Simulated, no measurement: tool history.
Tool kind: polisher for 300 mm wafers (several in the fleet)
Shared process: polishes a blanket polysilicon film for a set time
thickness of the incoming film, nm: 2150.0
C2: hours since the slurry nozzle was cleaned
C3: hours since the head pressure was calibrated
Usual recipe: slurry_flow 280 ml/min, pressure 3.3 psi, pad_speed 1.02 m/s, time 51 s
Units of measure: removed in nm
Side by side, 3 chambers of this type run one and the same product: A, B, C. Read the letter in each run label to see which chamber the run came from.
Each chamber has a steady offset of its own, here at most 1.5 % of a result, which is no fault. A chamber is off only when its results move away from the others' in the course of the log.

run 1C hour=3.1 | slurry_flow=280 pressure=3.3 pad_speed=1.02 time=51 | wafers_polished_on_this_pad=326 C2=310.2 C3=409.2 | removed=553.63
run 2B hour=9 | slurry_flow=280 pressure=3.3 pad_speed=1.02 time=51 | wafers_polished_on_this_pad=988 C2=621.8 C3=874.6 | removed=544.19
run 3A hour=13 | slurry_flow=280 pressure=3.3 pad_speed=1.02 time=51 | wafers_polished_on_this_pad=149 C2=81 C3=515.1 | removed=534.16
-- hour=18.7 chamber A: head pressure recalibrated
run 4C hour=18.7 | slurry_flow=280 pressure=3.3 pad_speed=1.02 time=51 | wafers_polished_on_this_pad=442 C2=325.8 C3=424.8 | removed=550.14
run 5A hour=22.8 | slurry_flow=280 pressure=3.3 pad_speed=1.02 time=51 | wafers_polished_on_this_pad=222 C2=90.8 C3=4.1 | removed=537.94
-- hour=25.9 chamber B: worn pad replaced by a new one
run 6B hour=28.1 | slurry_flow=280 pressure=3.3 pad_speed=1.02 time=51 | wafers_polished_on_this_pad=17 C2=640.9 C3=893.7 | removed=535.69
run 7B hour=31.3 | slurry_flow=235 pressure=3.3 pad_speed=1.02 time=51 | wafers_polished_on_this_pad=41 C2=644.1 C3=896.9 | removed=533.94
run 8C hour=34.9 | slurry_flow=235 pressure=3.3 pad_speed=1.02 time=51 | wafers_polished_on_this_pad=563 C2=342 C3=441 | removed=530.47
run 9A hour=38.4 | slurry_flow=235 pressure=3.3 pad_speed=1.02 time=51 | wafers_polished_on_this_pad=338 C2=106.4 C3=19.7 | removed=526.89
run 10C hour=42.9 | slurry_flow=280 pressure=3.3 pad_speed=1.02 time=51 | wafers_polished_on_this_pad=623 C2=350 C3=449 | removed=538
run 11A hour=46.2 | slurry_flow=280 pressure=3.3 pad_speed=1.02 time=51 | wafers_polished_on_this_pad=397 C2=114.2 C3=27.5 | removed=542.84
-- hour=47.2 chamber B: slurry nozzle cleaned
run 12B hour=49.5 | slurry_flow=280 pressure=3.3 pad_speed=1.02 time=51 | wafers_polished_on_this_pad=176 C2=2.4 C3=915.1 | removed=554.73
run 13B hour=56 | slurry_flow=280 pressure=3.3 pad_speed=1.02 time=51 | wafers_polished_on_this_pad=225 C2=8.9 C3=921.6 | removed=539.73
-- hour=61.2 chamber C: worn pad replaced by a new one
run 14C hour=61.2 | slurry_flow=280 pressure=3.3 pad_speed=1.02 time=51 | wafers_polished_on_this_pad=0 C2=368.3 C3=467.3 | removed=548.34
run 15A hour=64.4 | slurry_flow=365 pressure=3.3 pad_speed=1.02 time=64 | wafers_polished_on_this_pad=532 C2=132.4 C3=45.7 | removed=697.78
run 16B hour=67.6 | slurry_flow=365 pressure=3.3 pad_speed=1.02 time=64 | wafers_polished_on_this_pad=312 C2=20.5 C3=933.2 | removed=688.16
run 17C hour=74.1 | slurry_flow=365 pressure=3.3 pad_speed=1.02 time=64 | wafers_polished_on_this_pad=96 C2=381.2 C3=480.2 | removed=701.54
run 18A hour=80.4 | slurry_flow=280 pressure=3.3 pad_speed=1.02 time=51 | wafers_polished_on_this_pad=652 C2=148.4 C3=61.7 | removed=531.6
run 19B hour=86.6 | slurry_flow=280 pressure=3.3 pad_speed=1.02 time=51 | wafers_polished_on_this_pad=453 C2=39.5 C3=952.2 | removed=546.93
run 20A hour=91.5 | slurry_flow=195 pressure=3.3 pad_speed=1.02 time=57 | wafers_polished_on_this_pad=735 C2=159.5 C3=72.8 | removed=586.53
-- hour=92.5 chamber A: worn pad replaced by a new one
run 21C hour=96.4 | slurry_flow=195 pressure=3.3 pad_speed=1.02 time=57 | wafers_polished_on_this_pad=263 C2=403.5 C3=502.5 | removed=577.64
run 22B hour=100.7 | slurry_flow=195 pressure=3.3 pad_speed=1.02 time=57 | wafers_polished_on_this_pad=559 C2=53.6 C3=966.3 | removed=574.04
run 23C hour=103.6 | slurry_flow=280 pressure=3.3 pad_speed=1.02 time=51 | wafers_polished_on_this_pad=316 C2=410.7 C3=509.7 | removed=547.23
run 24A hour=108.1 | slurry_flow=280 pressure=3.3 pad_speed=1.02 time=51 | wafers_polished_on_this_pad=117 C2=176.1 C3=89.4 | removed=534.87
run 25B hour=111.6 | slurry_flow=280 pressure=3.3 pad_speed=1.02 time=51 | wafers_polished_on_this_pad=640 C2=64.5 C3=977.2 | removed=551.82
run 26C hour=116.8 | slurry_flow=280 pressure=3.3 pad_speed=1.02 time=51 | wafers_polished_on_this_pad=415 C2=423.9 C3=522.9 | removed=571.16
run 27A hour=123.3 | slurry_flow=280 pressure=3.3 pad_speed=1.02 time=51 | wafers_polished_on_this_pad=230 C2=191.3 C3=104.6 | removed=543.34
run 28C hour=127.2 | slurry_flow=280 pressure=4.2 pad_speed=1.02 time=51 | wafers_polished_on_this_pad=493 C2=434.3 C3=533.3 | removed=690.81
run 29B hour=132.5 | slurry_flow=280 pressure=4.2 pad_speed=1.02 time=51 | wafers_polished_on_this_pad=796 C2=85.4 C3=998.1 | removed=678.03
run 30A hour=138 | slurry_flow=280 pressure=4.2 pad_speed=1.02 time=51 | wafers_polished_on_this_pad=340 C2=206 C3=119.3 | removed=696.81
run 31C hour=141.6 | slurry_flow=280 pressure=2.3 pad_speed=1.02 time=51 | wafers_polished_on_this_pad=600 C2=448.7 C3=547.7 | removed=381.33
-- hour=144.5 chamber B: worn pad replaced by a new one
run 32B hour=146.4 | slurry_flow=280 pressure=2.3 pad_speed=1.02 time=51 | wafers_polished_on_this_pad=14 C2=99.3 C3=1012 | removed=385.6
run 33A hour=151.6 | slurry_flow=280 pressure=2.3 pad_speed=1.02 time=51 | wafers_polished_on_this_pad=441 C2=219.6 C3=132.9 | removed=379.62
run 34C hour=155.4 | slurry_flow=310 pressure=3.3 pad_speed=1.14 time=51 | wafers_polished_on_this_pad=703 C2=462.5 C3=561.5 | removed=614.71

All chambers now run identical settings, listed one chamber a line with results as question marks. What results will each chamber show?
run 35A hour=160.2 | slurry_flow=280 pressure=3.3 pad_speed=0.78 time=51 | removed=?
run 35B hour=160.2 | slurry_flow=280 pressure=3.3 pad_speed=0.78 time=51 | removed=?
run 35C hour=160.2 | slurry_flow=280 pressure=3.3 pad_speed=0.78 time=51 | removed=?

run=35A removed=427.07
run=35B removed=416.45
run=35C removed=426.38
